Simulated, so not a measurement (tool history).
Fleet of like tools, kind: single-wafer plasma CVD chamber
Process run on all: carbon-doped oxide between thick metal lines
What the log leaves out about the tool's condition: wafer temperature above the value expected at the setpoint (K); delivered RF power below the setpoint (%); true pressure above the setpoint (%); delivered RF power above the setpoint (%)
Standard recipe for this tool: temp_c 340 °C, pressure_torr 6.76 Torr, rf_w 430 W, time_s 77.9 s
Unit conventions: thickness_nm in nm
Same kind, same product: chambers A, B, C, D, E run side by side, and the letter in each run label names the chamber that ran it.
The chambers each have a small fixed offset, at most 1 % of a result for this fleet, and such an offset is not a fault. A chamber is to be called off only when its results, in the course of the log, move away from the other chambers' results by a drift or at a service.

run,hour,temp_c,pressure_torr,rf_w,time_s,hours since the last thermocouple change,hours since the last RF generator calibration,hours since the last manometer calibration,"read-back reference wafer on the same gauge, thickness_nm",thickness_nm
# hour 9.3: chamber B: RF generator calibrated
1C,14.6,340,6.76,430,77.9,468.6,1386.4,1212.3,452.01,380.34
2A,26.3,340,6.76,430,77.9,594.4,1546.3,771.4,452.11,380.07
3D,38.4,340,6.76,430,77.9,1766.5,392.0,882.4,452.02,382.88
4B,51.5,340,6.76,430,77.9,284.3,42.3,627.5,451.92,379.85
5E,62.3,340,7.88,480,77.9,579.3,1655.2,1924.6,452.18,413.08
6A,70.1,340,7.88,480,77.9,638.2,1590.1,815.2,452.01,414.50
7B,79.8,340,7.88,480,77.9,312.6,70.6,655.8,451.82,413.29
8D,89.7,340,7.88,480,77.9,1817.8,443.3,933.7,452.03,416.46
9E,97.3,340,7.88,480,77.9,614.3,1690.2,1959.6,451.66,412.31
10C,108.5,340,6.76,475,68.8,562.5,1480.3,1306.2,452.33,360.00
11E,118.3,340,6.76,475,68.8,635.3,1711.2,1980.6,452.17,356.86
12A,127.4,340,6.76,475,68.8,695.5,1647.4,872.5,452.00,360.26
13D,138.8,340,6.76,475,68.8,1866.9,492.4,982.8,452.09,361.95
14B,152.0,340,6.76,475,68.8,384.8,142.8,728.0,451.97,359.01
15C,160.8,340,6.76,430,77.9,614.8,1532.6,1358.5,451.98,380.24
16D,175.8,340,6.76,430,77.9,1903.9,529.4,1019.8,451.90,382.56
17A,189.0,340,6.76,430,77.9,757.1,1709.0,934.1,452.17,379.95
18C,199.2,348,6.76,430,77.9,653.2,1571.0,1396.9,451.71,371.39
19E,213.6,348,6.76,430,77.9,730.6,1806.5,2075.9,451.81,370.05
20B,223.4,348,6.76,430,77.9,456.2,214.2,799.4,452.19,371.21
21B,235.5,348,6.76,430,77.9,468.3,226.3,811.5,451.76,370.69
22C,244.7,348,6.76,430,77.9,698.7,1616.5,1442.4,451.91,371.53
# hour 255.1: chamber D: thermocouple changed; heater temperature recalibrated
23A,257.1,340,6.76,430,77.9,825.2,1777.1,1002.2,451.82,381.39
24D,267.8,340,6.76,430,77.9,12.8,621.4,1111.8,451.98,382.52
25E,280.4,340,6.76,430,77.9,797.4,1873.3,2142.7,452.02,378.78
# hour 287.0: chamber A: RF generator calibrated
26D,288.9,340,6.76,430,77.9,33.9,642.5,1132.9,452.08,383.43
27A,301.1,333,6.76,430,67.6,869.2,14.1,1046.2,452.11,338.02
28E,311.7,333,6.76,430,67.6,828.7,1904.6,2174.0,452.14,334.44
29B,326.1,333,6.76,430,67.6,558.9,316.9,902.1,451.84,336.07
30C,338.5,333,6.76,430,67.6,792.5,1710.3,1536.2,451.82,337.17
31D,350.8,333,6.76,430,67.6,95.8,704.4,1194.8,452.09,339.35
32C,360.0,340,6.76,430,77.9,814.0,1731.8,1557.7,452.01,380.58
33E,373.8,340,6.76,430,77.9,890.8,1966.7,2236.1,452.14,377.87
34B,384.0,340,6.76,430,77.9,616.8,374.8,960.0,451.94,377.69
35A,397.7,340,6.76,430,77.9,965.8,110.7,1142.8,451.89,380.64
36E,409.8,340,6.76,430,77.9,926.8,2002.7,2272.1,452.12,376.81
37B,418.4,340,6.76,430,77.9,651.2,409.2,994.4,452.09,379.31
38D,432.8,340,6.76,430,77.9,177.8,786.4,1276.8,452.00,383.90
39A,447.1,340,6.76,430,77.9,1015.2,160.1,1192.2,452.11,380.56
40C,455.2,340,6.76,430,77.9,909.2,1827.0,1652.9,452.23,381.46
41C,469.9,340,6.76,430,77.9,923.9,1841.7,1667.6,451.92,379.97

All 5 chambers run these settings next. Forecast each chamber's results:
42A,480.8,340,6.76,430,77.9,,,,,?
42B,480.8,340,6.76,430,77.9,,,,,?
42C,480.8,340,6.76,430,77.9,,,,,?
42D,480.8,340,6.76,430,77.9,,,,,?
42E,480.8,340,6.76,430,77.9,,,,,?

run,thickness_nm
42A,379.73
42B,380.21
42C,380.19
42D,383.62
42E,377.99

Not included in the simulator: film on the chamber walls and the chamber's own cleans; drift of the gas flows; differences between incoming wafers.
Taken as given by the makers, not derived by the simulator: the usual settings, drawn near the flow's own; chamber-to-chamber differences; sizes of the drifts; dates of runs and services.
